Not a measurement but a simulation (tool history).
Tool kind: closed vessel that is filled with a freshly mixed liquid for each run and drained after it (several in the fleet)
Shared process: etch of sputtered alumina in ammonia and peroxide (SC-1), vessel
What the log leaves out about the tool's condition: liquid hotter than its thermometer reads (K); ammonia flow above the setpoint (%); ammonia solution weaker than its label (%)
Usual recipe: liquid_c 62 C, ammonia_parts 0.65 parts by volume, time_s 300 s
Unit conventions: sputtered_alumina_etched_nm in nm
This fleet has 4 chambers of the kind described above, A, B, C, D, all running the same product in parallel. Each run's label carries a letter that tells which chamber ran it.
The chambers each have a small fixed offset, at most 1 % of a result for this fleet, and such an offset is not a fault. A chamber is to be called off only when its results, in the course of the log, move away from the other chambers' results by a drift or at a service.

run,day,liquid_c,ammonia_parts,time_s,hours since the thermometer was replaced,hours since the ammonia flow meter was replaced,hours since the drum of ammonia solution was connected,"read-back film thickness of the sputtered alumina reference wafer, read on the same gauge (nm)",sputtered_alumina_etched_nm
1D,0.225,62,0.65,300,2190.9,360.6,27.3,120.01,35.367
2C,0.45,62,0.65,300,670.7,1100.7,102.7,119.99,34.289
3B,0.725,62,0.65,300,1242.7,358.8,533.4,119.99,34.389
4A,0.954,62,0.65,300,1765,1099.2,220.7,120,34.745
5A,1.217,62,0.65,300,1771.3,1105.5,227,120.01,34.889
6D,1.375,62,0.65,300,2218.5,388.2,54.9,120,34.755
7C,1.571,62,0.65,300,697.6,1127.6,129.6,120,34.311
8B,1.829,62,0.65,300,1269.2,385.3,559.9,119.99,34.255
9B,2.033,62,0.65,300,1274.1,390.2,564.8,120,34.468
10C,2.246,62,0.85,150,713.8,1143.8,145.8,120.02,17.613
11A,2.512,62,0.85,150,1802.4,1136.6,258.1,119.99,18.354
12D,2.654,62,0.85,150,2249.2,418.9,85.6,120.01,17.723
13D,2.779,62,0.85,150,2252.2,421.9,88.6,120.02,18.079
14A,2.979,62,0.65,300,1813.6,1147.8,269.3,120,35.968
15C,3.192,62,0.9,430,736.5,1166.5,168.5,120,50.566
16B,3.317,62,0.9,430,1304.9,421,595.6,120.01,51.44
17B,3.479,62,0.9,430,1308.8,424.9,599.5,120.01,50.455
18A,3.725,62,0.9,430,1831.5,1165.7,287.2,119.99,54.22
19C,3.988,62,0.65,300,755.6,1185.6,187.6,120.01,33.54
20D,4.138,62,0.65,300,2284.8,454.5,121.2,119.99,34.974
21C,4.392,62,0.65,300,765.3,1195.3,197.3,120.01,34.503
22B,4.583,62,0.65,300,1335.3,451.4,626,120.02,34.35
23D,4.725,55.5,0.9,300,2298.9,468.6,135.3,120,25.73
# day 4.825: chamber B: ammonia flow meter replaced
24A,5,55.5,0.9,300,1862.1,1196.3,317.8,119.99,27.356
25B,5.217,55.5,0.9,300,1350.5,9.4,641.2,120,25.077
26C,5.438,55.5,0.9,300,790.4,1220.4,222.4,120,25.124
27A,5.646,62,0.65,300,1877.6,1211.8,333.3,119.99,37.255
28D,5.85,62,0.65,300,2325.9,495.6,162.3,120,35.253
29A,6,62,0.65,300,1886.1,1220.3,341.8,120.01,37.885
30B,6.271,62,0.65,300,1375.8,34.7,666.5,120,34.082
31C,6.458,62,0.65,300,814.9,1244.9,246.9,119.99,34.487
32D,6.6,62,0.65,300,2343.9,513.6,180.3,119.99,35.245

What goes on in this fleet: one chamber off, a drifting gauge, or nothing beyond the chambers' own small offsets? Name the chamber and the cause, if any.

Chamber A drifts away from the others.
What lies behind it: liquid hotter than its thermometer reads (K) = 1.88.

Here are 4 candidates for chamber A's next run, each the usual settings with a change, their results left as question marks. Which one brings its results back in line with what the others give on the usual settings?
Allowed miss from the other chambers' usual-settings mean, per result, to count as in line: sputtered_alumina_etched_nm 0.99 nm
33A-1,6.8,64,0.65,300,,,,,?
33A-2,6.8,62,0.65,270,,,,,?
33A-3,6.8,66,0.65,300,,,,,?
33A-4,6.8,60.5,0.65,265,,,,,?

Other chambers, usual settings, mean: sputtered_alumina_etched_nm 34.518 nm
run,sputtered_alumina_etched_nm
33A-1,42.244
33A-2,34.393
33A-3,46.637
33A-4,31.274
With 33A-2, the chamber falls back in line with the rest.

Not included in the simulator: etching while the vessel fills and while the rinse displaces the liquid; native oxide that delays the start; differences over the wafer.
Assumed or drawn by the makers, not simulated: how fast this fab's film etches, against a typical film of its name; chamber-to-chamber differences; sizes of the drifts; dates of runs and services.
